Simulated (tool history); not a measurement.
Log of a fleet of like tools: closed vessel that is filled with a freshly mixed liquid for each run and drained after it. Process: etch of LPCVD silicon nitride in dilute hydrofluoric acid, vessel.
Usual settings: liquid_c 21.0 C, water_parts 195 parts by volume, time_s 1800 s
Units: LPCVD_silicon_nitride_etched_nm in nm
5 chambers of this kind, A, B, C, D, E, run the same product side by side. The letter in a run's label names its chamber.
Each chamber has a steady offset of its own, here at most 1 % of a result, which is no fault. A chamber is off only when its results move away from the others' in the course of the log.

run	hour	liquid_c	water_parts	time_s	read-back film thickness of the LPCVD silicon nitride reference wafer, read on the same gauge (nm)	LPCVD_silicon_nitride_etched_nm
1A	5.0	21.0	195	1800	69.996	3.7673
2B	8.8	21.0	195	1800	70.008	3.8121
3D	11.9	21.0	195	1800	69.962	3.7309
4E	17.7	21.0	195	1800	70.006	3.7555
5C	20.7	21.0	195	1800	69.997	3.7905
6B	25.6	25.0	135	1800	70.011	7.1038
7C	28.6	25.0	135	1800	69.997	6.9447
8A	32.8	25.0	135	1800	69.970	6.9665
9D	37.7	25.0	135	1800	69.988	6.9496
10E	43.6	25.0	135	1800	70.030	6.8446
11B	48.8	21.0	195	1800	70.033	3.7447
12E	54.4	21.0	195	1800	69.990	3.7144
13A	57.1	21.0	195	1800	70.040	3.8173
14C	61.2	21.0	195	850	69.940	1.7678
15D	64.2	21.0	195	850	69.979	1.7688
16E	68.4	21.0	195	850	70.060	1.7088
17B	73.6	21.0	195	850	69.983	1.7941
18D	78.6	21.0	195	850	70.028	1.7849
19A	84.7	22.5	195	1800	69.999	4.1063
20C	88.4	22.5	195	1800	70.012	4.1141
21C	93.8	22.5	195	1800	69.962	4.1625
22D	99.5	22.5	195	1800	70.032	4.1162
23A	103.3	22.5	195	1800	70.002	4.1467
24E	107.7	23.0	285	1800	70.053	2.7552
25B	112.7	23.0	285	1800	69.999	2.8841
26E	118.7	23.0	285	1800	69.979	2.8152
27C	123.2	23.0	285	1800	70.007	2.9225
28A	126.7	23.0	285	1800	70.046	2.9125
29B	132.4	21.0	195	1800	70.023	3.7352
30D	138.4	21.0	195	1800	70.017	3.7484
31C	142.8	21.0	195	1800	70.007	3.7652
32B	146.7	21.0	195	1800	69.971	3.7078
33A	151.9	21.0	195	1800	69.950	3.7826
# hour 155.3: chamber E: hydrofluoric acid flow meter replaced
34D	158.2	21.0	195	1800	69.987	3.7190
35E	163.6	21.0	195	1800	70.004	3.3958
36E	167.2	21.0	195	1800	69.953	3.4323

Is one chamber off against the others, does the gauge drift, or is nothing wrong? If a chamber is off, say which, and what the likeliest cause is.

Chamber E drifts away from the others.
Cause: liquid colder than its thermometer reads (K) = 1.39.

Here are 4 candidates for chamber E's next run, each the usual settings with a change, their results left as question marks. Which one brings its results back in line with what the others give on the usual settings?
In line means no further than this from the other chambers' mean on the usual settings: LPCVD_silicon_nitride_etched_nm 0.1000 nm
37E-1	171.7	21.5	195	1930		?
37E-2	171.7	19.5	195	1800		?
37E-3	171.7	21.5	185	1960		?
37E-4	171.7	20.5	205	1640		?

The other chambers' mean on the usual settings: LPCVD_silicon_nitride_etched_nm 3.7551 nm
run	LPCVD_silicon_nitride_etched_nm
37E-1	3.8050
37E-2	3.1103
37E-3	4.0669
37E-4	2.8860
37E-1 brings the chamber back in line.
